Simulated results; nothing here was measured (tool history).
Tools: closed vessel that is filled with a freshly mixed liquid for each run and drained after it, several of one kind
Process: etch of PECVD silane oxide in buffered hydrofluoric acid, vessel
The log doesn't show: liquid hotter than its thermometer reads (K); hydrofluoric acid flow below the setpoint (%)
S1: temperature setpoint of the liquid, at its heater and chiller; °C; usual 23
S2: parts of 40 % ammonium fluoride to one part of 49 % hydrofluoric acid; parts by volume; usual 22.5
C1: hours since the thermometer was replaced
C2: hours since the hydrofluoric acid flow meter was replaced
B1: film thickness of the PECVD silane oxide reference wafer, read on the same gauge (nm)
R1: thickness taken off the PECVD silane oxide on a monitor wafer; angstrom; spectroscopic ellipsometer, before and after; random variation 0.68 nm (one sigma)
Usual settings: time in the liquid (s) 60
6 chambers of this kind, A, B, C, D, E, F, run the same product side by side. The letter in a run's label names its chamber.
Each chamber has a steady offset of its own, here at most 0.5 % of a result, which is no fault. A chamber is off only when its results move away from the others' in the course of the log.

{"run": "1F", "hour": 8.6, "S1": 23, "S2": 22.5, "time in the liquid (s)": 60, "C1": 554.2, "C2": 2203.4, "B1": 49.983, "R1": 826.12}
{"hour": 11.8, "done": "chamber F: hydrofluoric acid flow meter replaced"}
{"run": "2E", "hour": 15.0, "S1": 23, "S2": 22.5, "time in the liquid (s)": 60, "C1": 92.3, "C2": 494.7, "B1": 49.989, "R1": 816.04}
{"run": "3A", "hour": 24.2, "S1": 23, "S2": 22.5, "time in the liquid (s)": 60, "C1": 167.5, "C2": 692.2, "B1": 49.986, "R1": 811.32}
{"run": "4C", "hour": 32.9, "S1": 23, "S2": 22.5, "time in the liquid (s)": 60, "C1": 1791.9, "C2": 255.7, "B1": 49.995, "R1": 834.81}
{"run": "5B", "hour": 41.1, "S1": 23, "S2": 22.5, "time in the liquid (s)": 60, "C1": 250.6, "C2": 260.4, "B1": 49.984, "R1": 820.88}
{"run": "6D", "hour": 49.2, "S1": 23, "S2": 22.5, "time in the liquid (s)": 60, "C1": 132.8, "C2": 1122.3, "B1": 50.005, "R1": 807.41}
{"run": "7F", "hour": 57.0, "S1": 23, "S2": 22.5, "time in the liquid (s)": 60, "C1": 602.6, "C2": 45.2, "B1": 50.012, "R1": 819.73}
{"run": "8A", "hour": 64.6, "S1": 23, "S2": 22.5, "time in the liquid (s)": 60, "C1": 207.9, "C2": 732.6, "B1": 50.012, "R1": 819.51}
{"run": "9E", "hour": 74.1, "S1": 23, "S2": 22.5, "time in the liquid (s)": 60, "C1": 151.4, "C2": 553.8, "B1": 49.98, "R1": 819.1}
{"run": "10B", "hour": 78.4, "S1": 23, "S2": 22.5, "time in the liquid (s)": 60, "C1": 287.9, "C2": 297.7, "B1": 50.031, "R1": 813.39}
{"run": "11D", "hour": 86.1, "S1": 23, "S2": 22.5, "time in the liquid (s)": 60, "C1": 169.7, "C2": 1159.2, "B1": 49.998, "R1": 822.87}
{"run": "12C", "hour": 94.3, "S1": 23, "S2": 22.5, "time in the liquid (s)": 60, "C1": 1853.3, "C2": 317.1, "B1": 49.987, "R1": 830.23}
{"hour": 96.2, "done": "chamber C: thermometer replaced"}
{"run": "13B", "hour": 103.6, "S1": 23, "S2": 22.5, "time in the liquid (s)": 60, "C1": 313.1, "C2": 322.9, "B1": 49.969, "R1": 811.99}
{"run": "14D", "hour": 110.2, "S1": 23, "S2": 22.5, "time in the liquid (s)": 60, "C1": 193.8, "C2": 1183.3, "B1": 50.031, "R1": 819.74}
{"run": "15A", "hour": 118.3, "S1": 20.5, "S2": 26, "time in the liquid (s)": 60, "C1": 261.6, "C2": 786.3, "B1": 50.02, "R1": 642.98}
{"run": "16C", "hour": 125.4, "S1": 20.5, "S2": 26, "time in the liquid (s)": 60, "C1": 29.2, "C2": 348.2, "B1": 50.032, "R1": 647.15}
{"run": "17E", "hour": 129.9, "S1": 20.5, "S2": 26, "time in the liquid (s)": 60, "C1": 207.2, "C2": 609.6, "B1": 50.017, "R1": 641.09}
{"run": "18F", "hour": 136.1, "S1": 20.5, "S2": 26, "time in the liquid (s)": 60, "C1": 681.7, "C2": 124.3, "B1": 50.003, "R1": 636.05}
{"run": "19B", "hour": 141.7, "S1": 20.5, "S2": 26, "time in the liquid (s)": 60, "C1": 351.2, "C2": 361, "B1": 49.979, "R1": 636.69}
{"hour": 146.7, "done": "chamber D: hydrofluoric acid flow meter replaced"}
{"run": "20A", "hour": 149.3, "S1": 20.5, "S2": 26, "time in the liquid (s)": 60, "C1": 292.6, "C2": 817.3, "B1": 50.057, "R1": 638.31}
{"run": "21D", "hour": 157.1, "S1": 23, "S2": 22.5, "time in the liquid (s)": 60, "C1": 240.7, "C2": 10.4, "B1": 50, "R1": 821}
{"run": "22C", "hour": 165.1, "S1": 23, "S2": 22.5, "time in the liquid (s)": 60, "C1": 68.9, "C2": 387.9, "B1": 50.009, "R1": 825.34}
{"run": "23E", "hour": 170.6, "S1": 23, "S2": 22.5, "time in the liquid (s)": 60, "C1": 247.9, "C2": 650.3, "B1": 50.007, "R1": 818.93}
{"run": "24F", "hour": 180.1, "S1": 23, "S2": 22.5, "time in the liquid (s)": 60, "C1": 725.7, "C2": 168.3, "B1": 50.044, "R1": 820.56}
{"run": "25A", "hour": 187.8, "S1": 23, "S2": 22.5, "time in the liquid (s)": 60, "C1": 331.1, "C2": 855.8, "B1": 49.973, "R1": 810.8}
{"run": "26B", "hour": 194.9, "S1": 23, "S2": 22.5, "time in the liquid (s)": 60, "C1": 404.4, "C2": 414.2, "B1": 50.004, "R1": 803.6}
{"run": "27F", "hour": 199.4, "S1": 23, "S2": 22.5, "time in the liquid (s)": 60, "C1": 745, "C2": 187.6, "B1": 50.009, "R1": 834.66}
{"run": "28E", "hour": 203.6, "S1": 23, "S2": 22.5, "time in the liquid (s)": 60, "C1": 280.9, "C2": 683.3, "B1": 49.954, "R1": 813.17}
{"run": "29D", "hour": 210.1, "S1": 23, "S2": 22.5, "time in the liquid (s)": 60, "C1": 293.7, "C2": 63.4, "B1": 50.008, "R1": 808.4}
{"run": "30C", "hour": 217.8, "S1": 23, "S2": 22.5, "time in the liquid (s)": 60, "C1": 121.6, "C2": 440.6, "B1": 49.973, "R1": 830.88}
{"run": "31F", "hour": 223.5, "S1": 26, "S2": 19.5, "time in the liquid (s)": 60, "C1": 769.1, "C2": 211.7, "B1": 49.978, "R1": 1080.1}
{"run": "32C", "hour": 229.5, "S1": 26, "S2": 19.5, "time in the liquid (s)": 60, "C1": 133.3, "C2": 452.3, "B1": 49.986, "R1": 1065.2}
{"run": "33B", "hour": 236.5, "S1": 26, "S2": 19.5, "time in the liquid (s)": 60, "C1": 446, "C2": 455.8, "B1": 50.046, "R1": 1023.6}
{"run": "34D", "hour": 244.9, "S1": 26, "S2": 19.5, "time in the liquid (s)": 60, "C1": 328.5, "C2": 98.2, "B1": 50.01, "R1": 1079.3}
{"run": "35A", "hour": 254.4, "S1": 26, "S2": 19.5, "time in the liquid (s)": 60, "C1": 397.7, "C2": 922.4, "B1": 49.996, "R1": 1060.3}
{"run": "36E", "hour": 262.6, "S1": 26, "S2": 19.5, "time in the liquid (s)": 60, "C1": 339.9, "C2": 742.3, "B1": 50.004, "R1": 1063.1}
{"run": "37D", "hour": 270.6, "S1": 23, "S2": 22.5, "time in the liquid (s)": 60, "C1": 354.2, "C2": 123.9, "B1": 50.018, "R1": 818.59}
{"run": "38A", "hour": 277.8, "S1": 23, "S2": 22.5, "time in the liquid (s)": 60, "C1": 421.1, "C2": 945.8, "B1": 49.969, "R1": 834.32}
{"run": "39F", "hour": 282.6, "S1": 23, "S2": 22.5, "time in the liquid (s)": 60, "C1": 828.2, "C2": 270.8, "B1": 50.02, "R1": 811.48}
{"run": "40E", "hour": 287.0, "S1": 23, "S2": 22.5, "time in the liquid (s)": 60, "C1": 364.3, "C2": 766.7, "B1": 50.005, "R1": 816.89}
{"run": "41B", "hour": 291.3, "S1": 23, "S2": 22.5, "time in the liquid (s)": 60, "C1": 500.8, "C2": 510.6, "B1": 49.991, "R1": 776.08}
{"run": "42C", "hour": 295.8, "S1": 23, "S2": 22.5, "time in the liquid (s)": 60, "C1": 199.6, "C2": 518.6, "B1": 49.988, "R1": 821.47}
{"run": "43D", "hour": 302.0, "S1": 23, "S2": 22.5, "time in the liquid (s)": 60, "C1": 385.6, "C2": 155.3, "B1": 49.988, "R1": 821.35}

All 6 chambers run these settings next. Forecast each chamber's results:
{"run": "44A", "hour": 308.9, "S1": 23, "S2": 14.5, "time in the liquid (s)": 60, "R1": "?"}
{"run": "44B", "hour": 308.9, "S1": 23, "S2": 14.5, "time in the liquid (s)": 60, "R1": "?"}
{"run": "44C", "hour": 308.9, "S1": 23, "S2": 14.5, "time in the liquid (s)": 60, "R1": "?"}
{"run": "44D", "hour": 308.9, "S1": 23, "S2": 14.5, "time in the liquid (s)": 60, "R1": "?"}
{"run": "44E", "hour": 308.9, "S1": 23, "S2": 14.5, "time in the liquid (s)": 60, "R1": "?"}
{"run": "44F", "hour": 308.9, "S1": 23, "S2": 14.5, "time in the liquid (s)": 60, "R1": "?"}

run=44A R1=1215.1
run=44B R1=1105.5
run=44C R1=1219.2
run=44D R1=1228.3
run=44E R1=1214.2
run=44F R1=1237.2
